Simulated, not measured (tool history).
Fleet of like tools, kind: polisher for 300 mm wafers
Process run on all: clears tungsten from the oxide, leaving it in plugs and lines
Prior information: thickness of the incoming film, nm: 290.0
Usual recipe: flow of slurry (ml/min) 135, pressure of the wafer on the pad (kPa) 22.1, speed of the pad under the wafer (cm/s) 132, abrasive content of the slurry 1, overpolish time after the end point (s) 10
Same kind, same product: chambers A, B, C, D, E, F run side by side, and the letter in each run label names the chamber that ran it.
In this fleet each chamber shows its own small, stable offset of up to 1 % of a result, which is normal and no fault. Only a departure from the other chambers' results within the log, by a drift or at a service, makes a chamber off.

run,hour,flow of slurry (ml/min),pressure of the wafer on the pad (kPa),speed of the pad under the wafer (cm/s),abrasive content of the slurry,overpolish time after the end point (s),wafers polished on this pad,hours since the slurry nozzle was cleaned,hours since the head pressure was calibrated,hours since the slurry blender was calibrated,hours since the slurry got fresh peroxide,time until the end point was called (s)
# hour 3.8: chamber F: slurry nozzle cleaned
1A,4.3,135,22.1,132,1,10,706,229.0,626.8,111.8,64.4,57.795
# hour 9.7: chamber D: worn pad replaced by a new one
2D,10.0,135,22.1,132,1,10,4,181.9,340.3,274.6,46.4,58.409
# hour 10.9: chamber A: slurry tank refilled with fresh slurry and peroxide
# hour 13.1: chamber A: slurry blender recalibrated
3F,15.8,135,22.1,132,1,10,493,12.0,136.5,78.1,17.2,58.611
4C,19.6,135,22.1,132,1,10,837,609.4,491.8,43.4,53.4,58.824
5E,24.3,135,22.1,132,1,10,605,381.8,167.3,83.9,36.7,60.290
# hour 24.9: chamber E: slurry nozzle cleaned
# hour 27.0: chamber C: slurry nozzle cleaned
# hour 29.0: chamber B: slurry tank refilled with fresh slurry and peroxide
6B,29.7,135,22.1,132,1,10,574,198.2,889.2,391.1,0.7,59.532
# hour 33.7: chamber A: worn pad replaced by a new one
7F,35.6,135,22.1,132,1,10,782,31.8,156.3,97.9,37.0,59.097
8D,40.5,135,22.1,132,1,10,449,212.4,370.8,305.1,76.9,58.692
9C,44.7,135,22.1,132,1,10,1203,17.8,516.9,68.5,78.5,60.368
# hour 48.2: chamber F: worn pad replaced by a new one
# hour 48.7: chamber B: head pressure recalibrated
# hour 49.5: chamber C: worn pad replaced by a new one
10E,50.2,165,22.1,146,1,10,983,25.4,193.2,109.8,62.6,52.403
11B,53.0,165,22.1,146,1,10,914,221.5,4.4,414.4,24.0,51.337
12A,57.3,165,22.1,146,1,10,344,282.0,679.8,44.3,46.4,52.475
13E,61.9,165,22.1,146,1,10,1153,37.1,204.9,121.5,74.3,51.954
14C,65.3,165,22.1,146,1,10,231,38.4,537.5,89.1,99.1,50.810
15B,69.4,165,22.1,146,1,10,1153,237.9,20.8,430.8,40.4,51.838
# hour 70.2: chamber B: worn pad replaced by a new one
# hour 70.9: chamber A: head pressure recalibrated
16F,73.5,135,22.1,132,1,10,370,69.7,194.2,135.8,74.9,58.382
# hour 74.8: chamber E: worn pad replaced by a new one
17D,76.9,135,22.1,132,1,10,981,248.8,407.2,341.5,113.3,59.478
# hour 79.0: chamber A: slurry tank refilled with fresh slurry and peroxide
18A,82.5,135,22.1,132,1,10,712,307.2,11.7,69.5,3.5,52.524
# hour 86.3: chamber F: slurry tank refilled with fresh slurry and peroxide
19A,87.9,135,22.1,132,1,10,791,312.6,17.1,74.9,8.9,52.404
# hour 88.2: chamber A: slurry nozzle cleaned
# hour 89.3: chamber B: slurry blender recalibrated
20D,93.4,135,22.1,132,1,10,1221,265.3,423.7,358.0,129.8,58.279
21B,96.6,135,22.1,132,1,10,386,265.1,48.0,7.4,67.6,58.952
22F,102.4,135,22.1,132,1,10,792,98.6,223.1,164.7,16.1,59.306
23E,105.6,135,22.1,132,1,10,450,80.8,248.6,165.2,118.0,59.756
# hour 109.1: chamber D: worn pad replaced by a new one
24C,109.5,135,22.1,132,1,10,876,82.6,581.7,133.3,143.3,59.938
# hour 112.2: chamber A: worn pad replaced by a new one
25D,112.4,135,22.1,132,1,10,48,284.3,442.7,377.0,148.8,59.640
26A,115.7,135,22.1,110,1,10,52,27.5,44.9,102.7,36.7,63.437
27B,119.9,135,22.1,110,1,10,726,288.4,71.3,30.7,90.9,71.248
28C,123.3,135,22.1,110,1,10,1078,96.4,595.5,147.1,157.1,71.491
29F,127.8,135,22.1,110,1,10,1163,124.0,248.5,190.1,41.5,70.741
# hour 129.9: chamber F: worn pad replaced by a new one
30E,131.3,135,22.1,110,1,10,825,106.5,274.3,190.9,143.7,69.925
31C,135.7,135,22.1,110,1,10,1259,108.8,607.9,159.5,169.5,71.160
# hour 136.4: chamber B: worn pad replaced by a new one
# hour 139.0: chamber C: worn pad replaced by a new one
32B,139.9,135,22.1,132,1,10,51,308.4,91.3,50.7,110.9,59.029
33A,143.8,135,22.1,132,1,10,462,55.6,73.0,130.8,64.8,52.730
# hour 147.4: chamber D: slurry tank refilled with fresh slurry and peroxide
# hour 147.7: chamber C: slurry blender recalibrated
34F,147.7,135,22.1,132,1,10,260,143.9,268.4,210.0,61.4,59.401
35E,151.0,135,22.1,132,1,10,1113,126.2,294.0,210.6,163.4,58.197
# hour 152.8: chamber A: slurry blender recalibrated
# hour 153.9: chamber E: worn pad replaced by a new one
36D,154.4,135,22.1,132,1,10,661,326.3,484.7,419.0,7.0,58.114
37F,158.1,135,22.1,132,1,10,412,154.3,278.8,220.4,71.8,57.836
38C,163.2,135,22.1,132,1,10,354,136.3,635.4,15.6,197.0,60.946
# hour 166.2: chamber A: slurry tank refilled with fresh slurry and peroxide
39E,167.5,135,22.1,132,1,10,198,142.7,310.5,227.1,179.9,58.920
40B,172.2,135,22.1,132,1,10,523,340.7,123.6,83.0,143.2,59.408
# hour 174.8: chamber A: worn pad replaced by a new one
41A,175.2,135,22.1,132,1,10,5,87.0,104.4,22.5,9.1,52.605
42D,180.0,135,22.1,132,1,10,1035,351.9,510.3,444.6,32.6,59.338
43E,185.4,135,22.1,132,1,10,459,160.6,328.4,245.0,197.8,58.939
44D,191.0,135,22.1,132,1,10,1196,362.9,521.3,455.6,43.6,58.778

Each of the 6 chambers runs these same settings next. Fill in every chamber's results:
45A,195.3,135,22.1,132,1,7,,,,,,?
45B,195.3,135,22.1,132,1,7,,,,,,?
45C,195.3,135,22.1,132,1,7,,,,,,?
45D,195.3,135,22.1,132,1,7,,,,,,?
45E,195.3,135,22.1,132,1,7,,,,,,?
45F,195.3,135,22.1,132,1,7,,,,,,?

run,time until the end point was called (s)
45A,53.149
45B,58.792
45C,60.091
45D,59.319
45E,59.284
45F,58.811

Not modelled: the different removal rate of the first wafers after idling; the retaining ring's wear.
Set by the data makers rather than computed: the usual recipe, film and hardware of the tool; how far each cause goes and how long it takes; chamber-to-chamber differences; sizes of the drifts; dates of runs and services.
